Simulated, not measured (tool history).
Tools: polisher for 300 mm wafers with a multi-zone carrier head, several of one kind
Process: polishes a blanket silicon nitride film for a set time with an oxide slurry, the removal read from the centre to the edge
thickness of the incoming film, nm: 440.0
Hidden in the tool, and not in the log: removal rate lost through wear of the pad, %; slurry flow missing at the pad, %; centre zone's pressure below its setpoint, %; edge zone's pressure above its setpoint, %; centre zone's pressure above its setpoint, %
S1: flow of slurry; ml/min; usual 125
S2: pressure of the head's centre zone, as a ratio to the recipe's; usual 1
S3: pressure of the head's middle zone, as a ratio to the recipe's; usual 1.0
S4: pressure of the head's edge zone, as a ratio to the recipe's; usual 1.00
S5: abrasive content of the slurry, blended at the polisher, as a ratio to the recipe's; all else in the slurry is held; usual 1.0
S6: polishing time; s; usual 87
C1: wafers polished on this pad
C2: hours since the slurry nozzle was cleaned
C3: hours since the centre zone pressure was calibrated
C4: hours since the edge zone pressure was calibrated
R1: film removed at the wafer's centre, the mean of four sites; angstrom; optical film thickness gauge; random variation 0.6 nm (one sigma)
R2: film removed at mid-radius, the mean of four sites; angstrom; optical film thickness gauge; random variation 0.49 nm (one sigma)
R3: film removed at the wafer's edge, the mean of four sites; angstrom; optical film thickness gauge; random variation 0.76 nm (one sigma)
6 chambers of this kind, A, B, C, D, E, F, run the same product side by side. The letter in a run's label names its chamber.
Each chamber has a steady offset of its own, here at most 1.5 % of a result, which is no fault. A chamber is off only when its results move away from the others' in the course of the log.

run 1C hour=13.8 | S1=125 S2=1 S3=1.0 S4=1.00 S5=1.0 S6=87 | C1=421 C2=60.3 C3=231.1 C4=161.2 | R1=516.03 R2=518.76 R3=514.56
run 2E hour=22.6 | S1=125 S2=1 S3=1.0 S4=1.00 S5=1.0 S6=87 | C1=442 C2=331.1 C3=214.1 C4=189.5 | R1=515.33 R2=509.17 R3=521.46
-- hour=32.7 chamber A: worn pad replaced by a new one
run 3A hour=33.6 | S1=125 S2=1 S3=1.0 S4=1.00 S5=1.0 S6=87 | C1=8 C2=155.0 C3=341.3 C4=1031.6 | R1=508.53 R2=513.20 R3=512.77
-- hour=38.4 chamber B: worn pad replaced by a new one
-- hour=38.4 chamber E: worn pad replaced by a new one
run 4D hour=47.2 | S1=125 S2=1 S3=1.0 S4=1.00 S5=1.0 S6=87 | C1=1340 C2=639.1 C3=402.0 C4=255.6 | R1=504.60 R2=514.93 R3=520.50
run 5F hour=58.5 | S1=125 S2=1 S3=1.0 S4=1.00 S5=1.0 S6=87 | C1=803 C2=106.5 C3=194.0 C4=110.7 | R1=510.83 R2=507.00 R3=515.35
-- hour=60.4 chamber F: worn pad replaced by a new one
-- hour=68.9 chamber D: worn pad replaced by a new one
run 6B hour=70.4 | S1=125 S2=1 S3=1.0 S4=1.00 S5=1.0 S6=87 | C1=281 C2=167.5 C3=192.7 C4=1231.7 | R1=510.16 R2=502.87 R3=520.96
run 7C hour=82.7 | S1=125 S2=1 S3=1.0 S4=1.00 S5=1.0 S6=87 | C1=1026 C2=129.2 C3=300.0 C4=230.1 | R1=512.24 R2=511.84 R3=511.47
run 8E hour=96.5 | S1=125 S2=1 S3=1.0 S4=1.04 S5=1.0 S6=87 | C1=510 C2=405.0 C3=288.0 C4=263.4 | R1=524.43 R2=506.67 R3=531.16
-- hour=97.7 chamber C: worn pad replaced by a new one
run 9B hour=106.7 | S1=125 S2=1 S3=1.0 S4=1.04 S5=1.0 S6=87 | C1=600 C2=203.8 C3=229.0 C4=1268.0 | R1=512.91 R2=510.95 R3=530.27
run 10A hour=116.1 | S1=125 S2=1 S3=1.0 S4=1.04 S5=1.0 S6=87 | C1=733 C2=237.5 C3=423.8 C4=1114.1 | R1=512.76 R2=521.12 R3=540.75
-- hour=122.0 chamber E: worn pad replaced by a new one
run 11F hour=123.0 | S1=125 S2=1 S3=1.0 S4=1.04 S5=1.0 S6=87 | C1=550 C2=171.0 C3=258.5 C4=175.2 | R1=500.78 R2=508.54 R3=520.31
run 12D hour=132.4 | S1=125 S2=1 S3=1.0 S4=1.04 S5=1.0 S6=87 | C1=558 C2=724.3 C3=487.2 C4=340.8 | R1=503.23 R2=516.85 R3=518.95
run 13D hour=142.5 | S1=125 S2=1 S3=1.0 S4=1.04 S5=1.0 S6=87 | C1=647 C2=734.4 C3=497.3 C4=350.9 | R1=501.46 R2=505.44 R3=533.74
-- hour=144.7 chamber C: centre zone pressure recalibrated
-- hour=145.6 chamber B: worn pad replaced by a new one
run 14F hour=151.8 | S1=125 S2=1 S3=1.0 S4=1.00 S5=1.0 S6=87 | C1=803 C2=199.8 C3=287.3 C4=204.0 | R1=500.08 R2=499.54 R3=521.56
-- hour=152.0 chamber E: slurry nozzle cleaned
-- hour=152.1 chamber A: worn pad replaced by a new one
-- hour=153.0 chamber F: worn pad replaced by a new one
run 15C hour=160.1 | S1=125 S2=1 S3=1.0 S4=1.00 S5=1.0 S6=87 | C1=548 C2=206.6 C3=15.4 C4=307.5 | R1=513.68 R2=518.76 R3=505.08
run 16B hour=171.3 | S1=125 S2=1 S3=1.0 S4=1.00 S5=1.0 S6=87 | C1=225 C2=268.4 C3=293.6 C4=1332.6 | R1=509.46 R2=505.78 R3=508.82
-- hour=172.2 chamber A: edge zone pressure recalibrated
run 17A hour=178.2 | S1=125 S2=1 S3=1.0 S4=1.00 S5=1.0 S6=87 | C1=229 C2=299.6 C3=485.9 C4=6.0 | R1=510.12 R2=508.28 R3=522.62
run 18E hour=185.5 | S1=125 S2=1 S3=1.0 S4=1.00 S5=1.0 S6=87 | C1=558 C2=33.6 C3=377.0 C4=352.4 | R1=510.64 R2=514.50 R3=496.88
-- hour=185.9 chamber A: slurry nozzle cleaned
-- hour=187.2 chamber E: worn pad replaced by a new one
run 19F hour=194.7 | S1=125 S2=1 S3=1.0 S4=1.00 S5=1.0 S6=87 | C1=366 C2=242.7 C3=330.2 C4=246.9 | R1=507.57 R2=511.98 R3=504.85
-- hour=199.8 chamber C: worn pad replaced by a new one
run 20C hour=201.9 | S1=125 S2=1 S3=1.0 S4=1.00 S5=1.0 S6=87 | C1=18 C2=248.4 C3=57.2 C4=349.3 | R1=514.61 R2=512.91 R3=514.18
-- hour=204.5 chamber D: slurry nozzle cleaned
-- hour=208.9 chamber D: worn pad replaced by a new one
run 21B hour=211.0 | S1=125 S2=1 S3=1.0 S4=1.00 S5=1.0 S6=87 | C1=574 C2=308.1 C3=333.3 C4=1372.3 | R1=491.33 R2=508.93 R3=497.36
run 22A hour=222.6 | S1=125 S2=1 S3=1.0 S4=1.00 S5=1.0 S6=87 | C1=619 C2=36.7 C3=530.3 C4=50.4 | R1=522.59 R2=509.38 R3=521.02
run 23E hour=229.2 | S1=125 S2=1 S3=1.0 S4=1.00 S5=0.9 S6=87 | C1=369 C2=77.3 C3=420.7 C4=396.1 | R1=485.82 R2=490.05 R3=474.72
-- hour=233.4 chamber B: worn pad replaced by a new one
run 24D hour=242.6 | S1=125 S2=1 S3=1.0 S4=1.00 S5=0.9 S6=87 | C1=296 C2=38.2 C3=597.4 C4=451.0 | R1=496.08 R2=491.06 R3=488.46
run 25E hour=248.7 | S1=125 S2=1 S3=1.0 S4=1.00 S5=0.9 S6=87 | C1=541 C2=96.8 C3=440.2 C4=415.6 | R1=491.75 R2=485.13 R3=492.04
run 26A hour=260.6 | S1=125 S2=1 S3=1.0 S4=1.00 S5=0.9 S6=87 | C1=953 C2=74.7 C3=568.3 C4=88.4 | R1=487.14 R2=487.12 R3=498.53
-- hour=262.8 chamber E: worn pad replaced by a new one
run 27F hour=270.9 | S1=125 S2=1 S3=1.0 S4=1.00 S5=0.9 S6=87 | C1=1036 C2=318.9 C3=406.4 C4=323.1 | R1=495.56 R2=477.67 R3=475.46
-- hour=271.6 chamber A: worn pad replaced by a new one
-- hour=272.3 chamber F: worn pad replaced by a new one
run 28B hour=281.0 | S1=125 S2=1 S3=1.0 S4=1.00 S5=0.9 S6=87 | C1=418 C2=378.1 C3=403.3 C4=1442.3 | R1=455.65 R2=464.83 R3=470.20
run 29C hour=290.9 | S1=150 S2=1 S3=1.0 S4=0.92 S5=1.0 S6=87 | C1=800 C2=337.4 C3=146.2 C4=438.3 | R1=523.04 R2=533.24 R3=514.60
run 30D hour=304.5 | S1=150 S2=1 S3=1.0 S4=0.92 S5=1.0 S6=87 | C1=840 C2=100.1 C3=659.3 C4=512.9 | R1=521.07 R2=530.70 R3=508.05
-- hour=306.2 chamber C: worn pad replaced by a new one
run 31C hour=315.5 | S1=150 S2=1 S3=1.0 S4=0.92 S5=1.0 S6=87 | C1=82 C2=362.0 C3=170.8 C4=462.9 | R1=539.07 R2=535.63 R3=513.83
run 32E hour=327.5 | S1=150 S2=1 S3=1.0 S4=0.92 S5=1.0 S6=87 | C1=569 C2=175.6 C3=519.0 C4=494.4 | R1=539.52 R2=539.14 R3=504.74
run 33F hour=339.3 | S1=150 S2=1 S3=1.0 S4=0.92 S5=1.0 S6=87 | C1=588 C2=387.3 C3=474.8 C4=391.5 | R1=543.46 R2=530.29 R3=495.51
-- hour=340.4 chamber B: worn pad replaced by a new one
run 34A hour=346.8 | S1=150 S2=1 S3=1.0 S4=0.92 S5=1.0 S6=87 | C1=660 C2=160.9 C3=654.5 C4=174.6 | R1=523.48 R2=536.35 R3=511.60
-- hour=349.0 chamber D: worn pad replaced by a new one
run 35D hour=353.8 | S1=125 S2=1 S3=1.0 S4=1.00 S5=1.0 S6=87 | C1=42 C2=149.4 C3=708.6 C4=562.2 | R1=506.69 R2=516.83 R3=514.29
run 36B hour=363.2 | S1=125 S2=1 S3=1.0 S4=1.00 S5=1.0 S6=87 | C1=200 C2=460.3 C3=485.5 C4=1524.5 | R1=467.60 R2=484.72 R3=485.76
run 37A hour=375.2 | S1=125 S2=1 S3=1.0 S4=1.00 S5=1.0 S6=87 | C1=910 C2=189.3 C3=682.9 C4=203.0 | R1=511.16 R2=515.92 R3=542.14
run 38D hour=383.0 | S1=125 S2=1 S3=1.0 S4=1.00 S5=1.0 S6=87 | C1=298 C2=178.6 C3=737.8 C4=591.4 | R1=514.10 R2=504.67 R3=520.63

Next, every chamber runs the same settings. What will each give?
run 39A hour=393.1 | S1=125 S2=1 S3=1.1 S4=1.00 S5=1.0 S6=87 | R1=? R2=? R3=?
run 39B hour=393.1 | S1=125 S2=1 S3=1.1 S4=1.00 S5=1.0 S6=87 | R1=? R2=? R3=?
run 39C hour=393.1 | S1=125 S2=1 S3=1.1 S4=1.00 S5=1.0 S6=87 | R1=? R2=? R3=?
run 39D hour=393.1 | S1=125 S2=1 S3=1.1 S4=1.00 S5=1.0 S6=87 | R1=? R2=? R3=?
run 39E hour=393.1 | S1=125 S2=1 S3=1.1 S4=1.00 S5=1.0 S6=87 | R1=? R2=? R3=?
run 39F hour=393.1 | S1=125 S2=1 S3=1.1 S4=1.00 S5=1.0 S6=87 | R1=? R2=? R3=?

run=39A R1=502.80 R2=561.95 R3=520.56
run=39B R1=466.26 R2=511.35 R3=498.75
run=39C R1=514.96 R2=564.27 R3=512.35
run=39D R1=509.76 R2=558.33 R3=513.12
run=39E R1=517.49 R2=563.31 R3=516.33
run=39F R1=500.12 R2=551.43 R3=516.66
